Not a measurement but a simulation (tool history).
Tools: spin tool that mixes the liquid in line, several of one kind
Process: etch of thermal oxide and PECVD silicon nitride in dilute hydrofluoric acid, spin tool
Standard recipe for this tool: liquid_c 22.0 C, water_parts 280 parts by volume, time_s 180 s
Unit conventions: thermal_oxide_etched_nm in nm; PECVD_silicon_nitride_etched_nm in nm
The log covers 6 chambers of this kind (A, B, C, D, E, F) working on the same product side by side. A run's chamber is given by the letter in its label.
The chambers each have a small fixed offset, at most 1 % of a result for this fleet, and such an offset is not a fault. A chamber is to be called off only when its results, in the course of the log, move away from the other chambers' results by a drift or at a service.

run	hour	liquid_c	water_parts	time_s	hours since the thermometer was replaced	hours since the hydrofluoric acid flow meter was replaced	read-back film thickness of the thermal oxide reference wafer, read on the same gauge (nm)	read-back film thickness of the PECVD silicon nitride reference wafer, read on the same gauge (nm)	thermal_oxide_etched_nm	PECVD_silicon_nitride_etched_nm
1F	9.5	22.0	280	180	2204.4	317.3	109.96	149.99	2.3036	2.8085
2D	15.1	22.0	280	180	1210.4	661.2	110.01	150.00	2.3658	2.9101
3A	20.9	22.0	280	180	653.0	308.4	110.05	150.01	2.2854	2.8734
4E	32.8	22.0	280	180	69.8	727.3	109.97	149.99	2.3786	2.8875
5C	39.4	22.0	280	180	1671.6	1216.2	110.02	150.01	2.3584	2.8911
6B	49.9	22.0	280	180	238.5	1410.5	109.97	150.01	2.3646	2.9449
7F	57.2	22.0	280	180	2252.1	365.0	109.95	149.99	2.3218	2.8062
8C	63.1	22.0	280	180	1695.3	1239.9	110.02	150.01	2.3987	2.8935
9A	72.0	22.0	280	180	704.1	359.5	110.00	149.99	2.3597	2.8446
10D	82.2	22.0	280	180	1277.5	728.3	109.99	150.01	2.3230	2.9145
11E	90.2	22.0	280	180	127.2	784.7	110.05	150.00	2.3226	2.8569
12B	100.5	22.0	280	180	289.1	1461.1	110.02	150.00	2.3522	2.9027
13F	110.6	22.0	280	180	2305.5	418.4	110.04	150.01	2.2872	2.7704
14B	120.4	22.0	280	180	309.0	1481.0	110.03	150.01	2.3586	2.9424
15A	125.8	22.0	280	180	757.9	413.3	109.97	149.98	2.3084	2.8095
16D	133.4	22.0	280	180	1328.7	779.5	110.00	150.00	2.3411	2.9045
17E	145.6	20.0	280	180	182.6	840.1	109.97	150.00	2.1304	2.5692
18C	152.1	20.0	280	180	1784.3	1328.9	110.02	149.99	2.2180	2.5587
19D	157.4	20.0	280	180	1352.7	803.5	110.00	150.00	2.2133	2.5708
# hour 168.3: chamber F: thermometer replaced
20A	168.6	20.0	280	180	800.7	456.1	110.00	149.99	2.0812	2.4447
21B	175.9	20.0	280	180	364.5	1536.5	110.06	149.99	2.1648	2.5751
22E	181.8	20.0	280	180	218.8	876.3	110.03	150.00	2.1912	2.4983
23F	188.8	22.0	280	180	20.6	496.6	110.03	150.01	2.3606	2.8042
24C	197.1	22.0	280	225	1829.3	1373.9	110.03	149.99	2.9426	3.5714
# hour 198.2: chamber A: hydrofluoric acid flow meter replaced
25F	208.9	22.0	280	225	40.7	516.7	110.00	150.01	2.9335	3.5273
26D	216.1	22.0	280	225	1411.4	862.2	110.00	149.99	2.9525	3.6575
27C	224.6	22.0	280	225	1856.8	1401.4	110.00	150.01	2.9181	3.6209
28E	230.1	22.0	280	225	267.1	924.6	110.02	149.99	2.9117	3.6463
29A	239.5	22.0	280	225	871.6	41.4	109.99	150.00	2.7519	3.3159
30B	245.5	22.0	280	180	434.1	1606.1	110.02	150.01	2.3807	2.9324
31A	252.4	22.0	280	180	884.5	54.3	110.03	150.00	2.1708	2.6340
32E	263.4	22.0	280	180	300.4	957.9	109.95	149.99	2.3243	2.9063
33B	271.2	22.0	280	180	459.8	1631.8	110.07	149.99	2.3982	2.8872
34D	278.2	22.0	280	180	1473.5	924.3	109.95	150.01	2.3418	2.8981
35F	289.2	26.5	280	180	121.0	597.0	110.01	149.99	2.6898	3.7244
36C	297.5	26.5	280	180	1929.7	1474.3	109.96	150.01	2.7566	3.7731
37A	302.8	26.5	280	180	934.9	104.7	109.97	150.00	2.5480	3.4010
38C	310.9	26.5	280	180	1943.1	1487.7	110.06	150.02	2.8072	3.8308
39B	319.7	26.5	280	180	508.3	1680.3	110.01	150.01	2.7628	3.9063

Next, every chamber runs the same settings. What will each give?
40A	328.4	22.0	280	180					?	?
40B	328.4	22.0	280	180					?	?
40C	328.4	22.0	280	180					?	?
40D	328.4	22.0	280	180					?	?
40E	328.4	22.0	280	180					?	?
40F	328.4	22.0	280	180					?	?

run	thermal_oxide_etched_nm	PECVD_silicon_nitride_etched_nm
40A	2.2001	2.4964
40B	2.3600	2.9013
40C	2.4050	2.9016
40D	2.4343	2.8757
40E	2.3502	2.9185
40F	2.3069	2.8307

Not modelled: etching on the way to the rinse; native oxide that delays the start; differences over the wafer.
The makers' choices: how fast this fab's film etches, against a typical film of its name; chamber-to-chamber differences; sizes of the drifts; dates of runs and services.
